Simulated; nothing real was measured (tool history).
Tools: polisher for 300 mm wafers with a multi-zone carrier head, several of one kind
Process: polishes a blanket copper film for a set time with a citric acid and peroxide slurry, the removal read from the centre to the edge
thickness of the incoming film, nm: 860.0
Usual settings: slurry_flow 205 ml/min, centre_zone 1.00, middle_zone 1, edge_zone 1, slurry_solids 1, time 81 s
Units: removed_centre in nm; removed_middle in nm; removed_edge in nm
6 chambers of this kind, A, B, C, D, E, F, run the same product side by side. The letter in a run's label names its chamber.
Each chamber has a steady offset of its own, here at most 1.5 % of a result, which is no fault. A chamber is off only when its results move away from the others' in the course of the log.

run    day  slurry_flow  centre_zone  middle_zone  edge_zone  slurry_solids  time  removed_centre  removed_middle  removed_edge
 1D  0.138          205         1.00            1          1              1    81          183.61          176.46        178.20
     0.154  -- chamber A: worn pad replaced by a new one
 2C  0.258          205         1.00            1          1              1    81          174.39          176.51        180.31
     0.342  -- chamber B: slurry nozzle cleaned
 3F  0.400          205         1.00            1          1              1    81          179.00          176.93        181.21
 4E  0.533          205         1.00            1          1              1    81          181.88          174.76        181.08
 5B  0.758          205         1.00            1          1              1    81          179.98          179.64        180.55
     0.954  -- chamber C: worn pad replaced by a new one
 6A  1.008          205         1.00            1          1              1    81          179.04          181.17        181.40
     1.025  -- chamber F: centre zone pressure recalibrated
     1.121  -- chamber D: worn pad replaced by a new one
 7D  1.250          205         1.00            1          1              1    81          180.09          178.50        177.58
 8B  1.421          205         1.00            1          1              1    81          178.63          181.31        181.39
 9F  1.592          205         1.00            1          1              1    81          179.19          178.56        181.27
10C  1.783          205         1.00            1          1              1    81          181.45          180.82        184.08
     1.867  -- chamber F: worn pad replaced by a new one
11E  1.975          205         1.00            1          1              1    81          176.16          176.53        179.63
12A  2.204          205         1.00            1          1              1    81          180.64          180.10        178.61
13A  2.383          205         1.00            1          1              1    81          178.89          178.05        179.40
     2.583  -- chamber D: edge zone pressure recalibrated
14F  2.629          205         1.00            1          1              1    81          180.14          178.40        178.83
     2.738  -- chamber E: worn pad replaced by a new one
15B  2.842          205         1.00            1          1              1    81          180.62          174.80        173.78
16E  3.046          205         1.00            1          1              1    81          180.58          176.89        180.29
17C  3.279          205         1.00            1          1              1    81          176.20          175.03        180.14
18D  3.525          205         1.00            1          1              1    81          178.14          178.26        179.74
19E  3.654          205         1.00            1          1              1    81          179.21          175.14        179.44
20B  3.817          205         1.00            1          1              1    81          171.62          170.07        172.10
     3.821  -- chamber A: worn pad replaced by a new one
21F  3.958          205         1.00            1          1              1    81          179.28          180.06        180.97
     4.046  -- chamber C: worn pad replaced by a new one
     4.125  -- chamber A: slurry nozzle cleaned
22A  4.175          205         1.00            1          1              1    81          182.99          181.72        181.51
23C  4.292          205         1.00            1          1              1    81          179.63          179.15        180.45
24D  4.471          205         1.00            1          1              1    81          184.72          178.29        179.07
25B  4.608          235         1.00            1          1              1    81          175.19          170.06        172.10
     4.679  -- chamber F: worn pad replaced by a new one
26D  4.733          235         1.00            1          1              1    81          183.07          185.76        181.64
27C  4.888          235         1.00            1          1              1    81          181.54          183.60        179.59
     4.954  -- chamber D: worn pad replaced by a new one
28A  5.025          235         1.00            1          1              1    81          184.34          181.17        180.97
29E  5.242          235         1.00            1          1              1    81          180.26          180.77        184.41
30F  5.442          235         1.00            1          1              1    81          185.52          181.25        187.28
31A  5.583          205         1.00            1          1              1    81          176.39          178.01        179.46
32C  5.758          205         1.00            1          1              1    81          179.84          182.17        175.90
33F  5.971          205         1.00            1          1              1    81          175.09          184.19        181.71
34D  6.200          205         0.89            1          1              1    81          159.87          178.67        183.75
     6.308  -- chamber E: worn pad replaced by a new one
35E  6.442          205         0.89            1          1              1    81          155.89          177.15        180.91
36B  6.646          205         0.89            1          1              1    81          146.75          161.05        165.31

Next, every chamber runs the same settings. What will each give?
37A  6.825          205         1.08            1          1              1    81               ?               ?             ?
37B  6.825          205         1.08            1          1              1    81               ?               ?             ?
37C  6.825          205         1.08            1          1              1    81               ?               ?             ?
37D  6.825          205         1.08            1          1              1    81               ?               ?             ?
37E  6.825          205         1.08            1          1              1    81               ?               ?             ?
37F  6.825          205         1.08            1          1              1    81               ?               ?             ?

run  removed_centre  removed_middle  removed_edge
37A          196.14          179.37        178.49
37B          176.94          161.54        163.51
37C          191.65          178.80        179.25
37D          193.99          180.40        179.63
37E          195.28          180.06        180.87
37F          196.54          176.57        181.50

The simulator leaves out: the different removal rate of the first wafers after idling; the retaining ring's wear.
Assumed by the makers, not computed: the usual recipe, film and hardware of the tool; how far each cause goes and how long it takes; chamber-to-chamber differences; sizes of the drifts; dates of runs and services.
